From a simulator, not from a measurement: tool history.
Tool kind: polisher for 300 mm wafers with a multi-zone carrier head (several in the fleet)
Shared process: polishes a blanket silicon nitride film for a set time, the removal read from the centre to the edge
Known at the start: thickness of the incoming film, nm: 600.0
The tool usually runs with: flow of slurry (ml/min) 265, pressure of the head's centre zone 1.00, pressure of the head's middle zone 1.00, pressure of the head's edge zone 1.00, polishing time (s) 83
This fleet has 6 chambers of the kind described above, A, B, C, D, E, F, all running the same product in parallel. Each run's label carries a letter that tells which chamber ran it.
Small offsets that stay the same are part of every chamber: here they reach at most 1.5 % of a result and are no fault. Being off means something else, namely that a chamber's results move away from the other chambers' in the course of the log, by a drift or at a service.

run   hour  flow of slurry (ml/min)  pressure of the head's centre zone  pressure of the head's middle zone  pressure of the head's edge zone  polishing time (s)  wafers polished on this pad  hours since the slurry nozzle was cleaned  hours since the centre zone pressure was calibrated  hours since the edge zone pressure was calibrated  film removed at the wafer's centre (nm)  film removed at mid-radius (nm)  film removed at the wafer's edge (nm)
       1.2  -- chamber F: slurry nozzle cleaned
 1F    3.1                      265                                1.00                                1.00                              1.00                  83                          731                                        2.0                                                271.3                                             1014.6                                   144.33                          141.140                                144.050
 2A    6.7                      265                                1.00                                1.00                              1.00                  83                          179                                      252.4                                                313.6                                              131.2                                   142.47                          141.420                                142.340
       9.8  -- chamber E: worn pad replaced by a new one
 3E   11.0                      265                                1.00                                1.00                              1.00                  83                            7                                      517.1                                               1239.9                                              586.9                                   144.55                          138.700                                142.270
 4C   15.7                      265                                1.00                                1.00                              1.00                  83                          954                                      427.1                                                337.4                                              844.7                                   143.83                          142.660                                139.990
 5B   18.4                      265                                1.00                                1.07                              1.00                  62                          663                                      504.8                                                606.4                                             1037.2                                   108.41                          114.630                                106.650
 6D   23.0                      265                                1.00                                1.07                              1.00                  62                          525                                       48.3                                                262.8                                              781.8                                   106.02                          112.130                                107.220
 7E   27.0                      265                                1.00                                1.07                              1.00                  62                          109                                      533.1                                               1255.9                                              602.9                                   108.23                          113.790                                108.380
 8C   31.5                      265                                1.00                                1.07                              1.00                  62                         1055                                      442.9                                                353.2                                              860.5                                   107.76                          111.560                                107.410
      35.8  -- chamber F: worn pad replaced by a new one
 9A   36.7                      265                                1.00                                1.07                              1.00                  62                          369                                      282.4                                                343.6                                              161.2                                   105.34                          112.400                                106.320
10B   42.4                      265                                1.00                                1.07                              1.00                  62                          816                                      528.8                                                630.4                                             1061.2                                   107.98                          111.930                                107.330
11D   46.8                      265                                1.00                                1.00                              1.00                  83                          676                                       72.1                                                286.6                                              805.6                                   143.45                          142.450                                145.330
12F   49.6                      265                                1.00                                1.00                              1.00                  83                           87                                       48.5                                                317.8                                             1061.1                                   142.99                          144.510                                145.180
13C   54.0                      265                                1.00                                1.00                              1.00                  83                         1198                                      465.4                                                375.7                                              883.0                                   143.49                          143.340                                143.930
14B   59.0                      265                                1.00                                1.00                              1.04                 102                          921                                      545.4                                                647.0                                             1077.8                                   177.87                          179.240                                178.710
      61.3  -- chamber C: worn pad replaced by a new one
15D   64.5                      265                                1.00                                1.00                              1.04                 102                          789                                       89.8                                                304.3                                              823.3                                   174.74                          180.850                                180.580
16F   70.2                      265                                1.00                                1.00                              1.04                 102                          218                                       69.1                                                338.4                                             1081.7                                   177.08                          179.300                                182.340
17A   76.0                      265                                1.00                                1.00                              1.04                 102                          619                                      321.7                                                382.9                                              200.5                                   175.47                          175.190                                178.170
      78.3  -- chamber E: centre zone pressure recalibrated
18E   81.5                      265                                1.00                                1.00                              1.04                 102                          455                                      587.6                                                  3.3                                              657.4                                   174.21                          174.570                                172.830
19C   84.4                      265                                1.00                                1.00                              1.04                 102                          146                                      495.8                                                406.1                                              913.4                                   176.44                          173.240                                178.070
20E   90.3                      265                                1.00                                1.00                              1.00                  83                          511                                      596.4                                                 12.1                                              666.2                                   141.91                          140.200                                142.110
21A   94.5                      265                                1.09                                1.00                              1.00                  58                          737                                      340.2                                                401.4                                              219.0                                   108.42                           97.265                                 98.729
      95.8  -- chamber D: worn pad replaced by a new one
22B   97.7                      265                                1.09                                1.00                              1.00                  58                         1167                                      584.1                                                685.7                                             1116.5                                   109.82                          100.360                                 99.392
      98.8  -- chamber E: slurry nozzle cleaned
      99.1  -- chamber E: worn pad replaced by a new one
23D  102.3                      265                                1.09                                1.00                              1.00                  58                           41                                      127.6                                                342.1                                              861.1                                   108.76                          101.630                                102.180
24F  105.2                      265                                1.09                                1.00                              1.00                  58                          441                                      104.1                                                373.4                                             1116.7                                   110.74                          101.040                                100.480
     107.4  -- chamber B: worn pad replaced by a new one
25F  110.5                      265                                1.09                                1.00                              1.00                  58                          475                                      109.4                                                378.7                                             1122.0                                   109.97                          102.900                                102.220
     112.3  -- chamber F: centre zone pressure recalibrated
26B  115.2                      265                                1.09                                1.00                              1.00                  58                           50                                      601.6                                                703.2                                             1134.0                                   110.97                           98.880                                 99.340
27D  120.7                      265                                1.00                                1.00                              1.00                  83                          158                                      146.0                                                360.5                                              879.5                                   141.95                          144.140                                145.080
28C  123.8                      265                                1.00                                1.00                              1.00                  83                          397                                      535.2                                                445.5                                              952.8                                   143.71                          140.560                                141.150
29E  128.2                      265                                1.00                                1.00                              1.00                  83                          185                                       29.5                                                 50.0                                              704.1                                   143.58                          142.830                                144.210
30A  133.9                      265                                1.00                                1.00                              1.00                  83                          987                                      379.6                                                440.8                                              258.4                                   138.21                          135.220                                141.220
31F  136.9                      265                                1.00                                1.00                              1.00                  83                          642                                      135.8                                                 24.7                                             1148.4                                   144.71                          143.550                                145.620
32B  140.5                      265                                1.00                                1.00                              1.00                  83                          211                                      626.9                                                728.5                                             1159.3                                   144.61                          143.620                                143.360
33A  143.7                      265                                1.00                                1.00                              1.00                  83                         1049                                      389.4                                                450.6                                              268.2                                   136.69                          139.570                                139.830
34C  148.4                      265                                1.12                                1.00                              1.11                  83                          553                                      559.8                                                470.1                                              977.4                                   161.57                          139.440                                150.320
35E  154.3                      265                                1.12                                1.00                              1.11                  83                          351                                       55.6                                                 76.1                                              730.2                                   161.96                          139.410                                152.610
36D  160.4                      265                                1.12                                1.00                              1.11                  83                          411                                      185.7                                                400.2                                              919.2                                   161.75                          142.290                                154.650
     160.5  -- chamber F: edge zone pressure recalibrated
37A  166.4                      265                                1.12                                1.00                              1.11                  83                         1194                                      412.1                                                473.3                                              290.9                                   151.64                          136.260                                145.860
     166.7  -- chamber A: slurry nozzle cleaned
     167.4  -- chamber F: worn pad replaced by a new one
38F  169.5                      265                                1.12                                1.00                              1.11                  83                           13                                      168.4                                                 57.3                                                9.1                                   163.35                          144.640                                150.760
39E  173.8                      265                                1.12                                1.00                              1.11                  83                          475                                       75.1                                                 95.6                                              749.7                                   161.37                          144.570                                151.900
     177.7  -- chamber C: slurry nozzle cleaned
40B  179.0                      265                                1.00                                1.00                              1.00                  83                          455                                      665.4                                                767.0                                             1197.8                                   143.60                          143.260                                141.790
41D  183.8                      265                                1.00                                1.00                              1.00                  83                          560                                      209.1                                                423.6                                              942.6                                   142.75                          141.360                                146.630
42C  187.6                      265                                1.00                                1.00                              1.00                  83                          802                                        9.9                                                509.3                                             1016.6                                   144.13                          138.970                                145.630
43A  190.8                      265                                1.00                                1.00                              1.00                  83                         1349                                       24.2                                                497.7                                              315.3                                   134.87                          138.250                                134.480
     192.6  -- chamber C: edge zone pressure recalibrated
44C  196.1                      265                                1.00                                1.00                              1.00                  83                          856                                       18.4                                                517.8                                                3.5                                   142.49                          141.230                                141.570

Next, every chamber runs the same settings. What will each give?
45A  200.5                      265                                1.00                                1.00                              1.00                  83                                                                                                                                                                                                                        ?                                ?                                      ?
45B  200.5                      265                                1.00                                1.00                              1.00                  83                                                                                                                                                                                                                        ?                                ?                                      ?
45C  200.5                      265                                1.00                                1.00                              1.00                  83                                                                                                                                                                                                                        ?                                ?                                      ?
45D  200.5                      265                                1.00                                1.00                              1.00                  83                                                                                                                                                                                                                        ?                                ?                                      ?
45E  200.5                      265                                1.00                                1.00                              1.00                  83                                                                                                                                                                                                                        ?                                ?                                      ?
45F  200.5                      265                                1.00                                1.00                              1.00                  83                                                                                                                                                                                                                        ?                                ?                                      ?

run  film removed at the wafer's centre (nm)  film removed at mid-radius (nm)  film removed at the wafer's edge (nm)
45A                                   133.36                          134.130                                131.800
45B                                   145.79                          142.440                                144.900
45C                                   144.20                          142.720                                144.790
45D                                   142.07                          143.730                                141.650
45E                                   142.93                          139.830                                148.540
45F                                   142.93                          140.660                                142.220
